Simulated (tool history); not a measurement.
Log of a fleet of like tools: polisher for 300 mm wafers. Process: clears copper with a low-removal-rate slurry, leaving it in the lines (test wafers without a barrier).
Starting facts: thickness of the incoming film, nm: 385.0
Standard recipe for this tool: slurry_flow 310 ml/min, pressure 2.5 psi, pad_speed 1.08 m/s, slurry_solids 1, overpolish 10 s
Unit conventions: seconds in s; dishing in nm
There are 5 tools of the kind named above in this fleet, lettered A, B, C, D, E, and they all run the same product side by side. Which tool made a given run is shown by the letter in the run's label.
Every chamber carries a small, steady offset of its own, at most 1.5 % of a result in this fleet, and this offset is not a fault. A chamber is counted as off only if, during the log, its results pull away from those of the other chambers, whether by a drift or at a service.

| run | hour | slurry_flow | pressure | pad_speed | slurry_solids | overpolish | wafers polished on this pad | hours since the slurry nozzle was cleaned | hours since the head pressure was calibrated | hours since the slurry blender was calibrated | seconds | dishing |
|---|---|---|---|---|---|---|---|---|---|---|---|---|
| 1A | 5.6 | 310 | 2.5 | 1.08 | 1 | 10 | 156 | 166.5 | 493.7 | 60.1 | 121.56 | 23.849 |
| 2E | 15.3 | 310 | 2.5 | 1.08 | 1 | 10 | 400 | 326.1 | 125.4 | 222.1 | 120.6 | 23.97 |
|  | 18.7 | chamber D: worn pad replaced by a new one |
| 3C | 21.2 | 310 | 2.5 | 1.08 | 1 | 10 | 800 | 333 | 100.8 | 251.2 | 119.75 | 23.853 |
| 4B | 33 | 310 | 2.5 | 1.08 | 1 | 10 | 957 | 517.3 | 106.3 | 79.5 | 120.38 | 24.016 |
| 5D | 44.2 | 310 | 2.5 | 1.08 | 1 | 10 | 132 | 269.3 | 156.5 | 166.4 | 123.39 | 24.165 |
| 6B | 52 | 310 | 2.5 | 1.08 | 1 | 10 | 1056 | 536.3 | 125.3 | 98.5 | 119.65 | 23.732 |
| 7C | 59.2 | 310 | 2.5 | 1.08 | 1 | 10 | 996 | 371 | 138.8 | 289.2 | 124.84 | 23.729 |
|  | 62.2 | chamber C: worn pad replaced by a new one |
|  | 64.5 | chamber A: head pressure recalibrated |
|  | 65.7 | chamber C: slurry blender recalibrated |
| 8D | 70.5 | 310 | 2.5 | 1.08 | 1 | 10 | 268 | 295.6 | 182.8 | 192.7 | 121.26 | 23.642 |
| 9E | 78.4 | 310 | 2.5 | 1.08 | 1 | 10 | 727 | 389.2 | 188.5 | 285.2 | 121.91 | 23.63 |
| 10A | 89 | 310 | 2.5 | 0.72 | 1 | 5 | 588 | 249.9 | 24.6 | 143.5 | 178.81 | 8.3961 |
|  | 96 | chamber B: worn pad replaced by a new one |
|  | 99.1 | chamber A: slurry blender recalibrated |
| 11A | 99.5 | 310 | 2.5 | 0.72 | 1 | 5 | 642 | 260.4 | 35.1 | 0.5 | 177.22 | 8.0486 |
| 12C | 109.5 | 310 | 2.5 | 0.72 | 1 | 5 | 244 | 421.3 | 189.1 | 43.9 | 181.5 | 8.2881 |
| 13D | 115.9 | 310 | 2.5 | 0.72 | 1 | 5 | 503 | 341 | 228.2 | 238.1 | 182.43 | 8.1296 |
| 14E | 124.2 | 310 | 2.5 | 0.72 | 1 | 5 | 964 | 435 | 234.3 | 331 | 181.5 | 8.492 |
| 15B | 135.8 | 310 | 2.5 | 1.08 | 1 | 10 | 206 | 620.1 | 209.1 | 182.3 | 119.44 | 24.373 |
| 16A | 142.2 | 310 | 2.5 | 1.08 | 1 | 10 | 863 | 303.1 | 77.8 | 43.2 | 119.62 | 23.254 |
|  | 151.4 | chamber D: slurry blender recalibrated |
| 17E | 154 | 310 | 2.5 | 1.08 | 1 | 10 | 1118 | 464.8 | 264.1 | 360.8 | 122.61 | 23.344 |
| 18D | 164.4 | 310 | 2.5 | 1.08 | 1 | 10 | 754 | 389.5 | 276.7 | 13.1 | 123.17 | 23.756 |
| 19B | 169.9 | 310 | 2.5 | 1.08 | 1 | 10 | 382 | 654.2 | 243.2 | 216.4 | 119.6 | 22.216 |
| 20C | 176.1 | 380 | 2.5 | 1.08 | 1 | 10 | 589 | 487.9 | 255.7 | 110.5 | 120.49 | 23.947 |
|  | 178.3 | chamber A: worn pad replaced by a new one |
| 21C | 184.7 | 380 | 2.5 | 1.08 | 1 | 10 | 633 | 496.5 | 264.3 | 119.1 | 120.44 | 24.143 |
| 22B | 192.1 | 380 | 2.5 | 1.08 | 1 | 10 | 497 | 676.4 | 265.4 | 238.6 | 115.95 | 24.171 |
| 23A | 201.9 | 380 | 2.5 | 1.08 | 1 | 10 | 122 | 362.8 | 137.5 | 102.9 | 117.49 | 23.873 |
| 24E | 207.4 | 380 | 2.5 | 1.08 | 1 | 10 | 1394 | 518.2 | 317.5 | 414.2 | 124.28 | 22.103 |
| 25D | 215.7 | 310 | 2.5 | 1.08 | 1 | 10 | 1019 | 440.8 | 328 | 64.4 | 120.05 | 23.325 |
|  | 221.4 | chamber E: head pressure recalibrated |
| 26D | 226.2 | 310 | 2.5 | 1.08 | 1 | 10 | 1073 | 451.3 | 338.5 | 74.9 | 122.33 | 23.221 |
|  | 227.6 | chamber C: slurry nozzle cleaned |
| 27B | 236.6 | 310 | 2.5 | 1.08 | 1 | 10 | 727 | 720.9 | 309.9 | 283.1 | 116.05 | 24.055 |
| 28C | 246.7 | 310 | 2.5 | 1.08 | 1 | 10 | 954 | 19.2 | 326.3 | 181.1 | 124.37 | 23.672 |
|  | 252.7 | chamber C: worn pad replaced by a new one |
| 29A | 253.8 | 310 | 2.5 | 1.24 | 1 | 10 | 390 | 414.7 | 189.4 | 154.8 | 104.45 | 26.277 |
| 30E | 262.2 | 310 | 2.5 | 1.24 | 1 | 10 | 1678 | 573 | 40.8 | 469 | 113.08 | 23.593 |
| 31A | 269.5 | 310 | 2.5 | 1.24 | 1 | 10 | 471 | 430.4 | 205.1 | 170.5 | 104.48 | 25.349 |
| 32B | 281.9 | 310 | 2.5 | 1.24 | 1 | 10 | 961 | 766.2 | 355.2 | 328.4 | 101.24 | 26.609 |
| 33D | 292.6 | 310 | 2.5 | 1.24 | 1 | 10 | 1417 | 517.7 | 404.9 | 141.3 | 104.5 | 26.513 |
| 34C | 299.2 | 310 | 2.5 | 0.8 | 1 | 14 | 240 | 71.7 | 378.8 | 233.6 | 162.17 | 23.496 |

One chamber off, gauge drift, or nothing amiss beyond the chambers' own small offsets? If it is a chamber, which one, and what is the likeliest cause?

It is chamber E that slowly wanders off from its peers.
What lies behind it: removal rate lost through wear of the pad, % = 8.74.
With only this log, it may be confused with: abrasive missing from the slurry, %.

Here are 4 candidates for chamber E's next run, each the usual settings with a change, their results left as question marks. Which one brings its results back in line with what the others give on the usual settings?
In-line tolerance around the mean of the other chambers on the usual settings: seconds 4.7 s; dishing 2 nm
| 35E-1 | 308.1 | 310 | 2.4 | 1.04 | 1 | 10 |  |  |  |  | ? | ? |
| 35E-2 | 308.1 | 310 | 2.6 | 1.14 | 1 | 10 |  |  |  |  | ? | ? |
| 35E-3 | 308.1 | 315 | 2.8 | 1.18 | 1 | 10 |  |  |  |  | ? | ? |
| 35E-4 | 308.1 | 305 | 2.3 | 0.98 | 1 | 10 |  |  |  |  | ? | ? |

Average result of the remaining chambers running the usual settings: seconds 120.51 s; dishing 23.48 nm
| run | seconds | dishing |
|---|---|---|
| 35E-1 | 142.75 | 19.74 |
| 35E-2 | 120.48 | 23.149 |
| 35E-3 | 108.09 | 25.636 |
| 35E-4 | 158.08 | 17.928 |
35E-2 puts the chamber back in line with the other chambers.
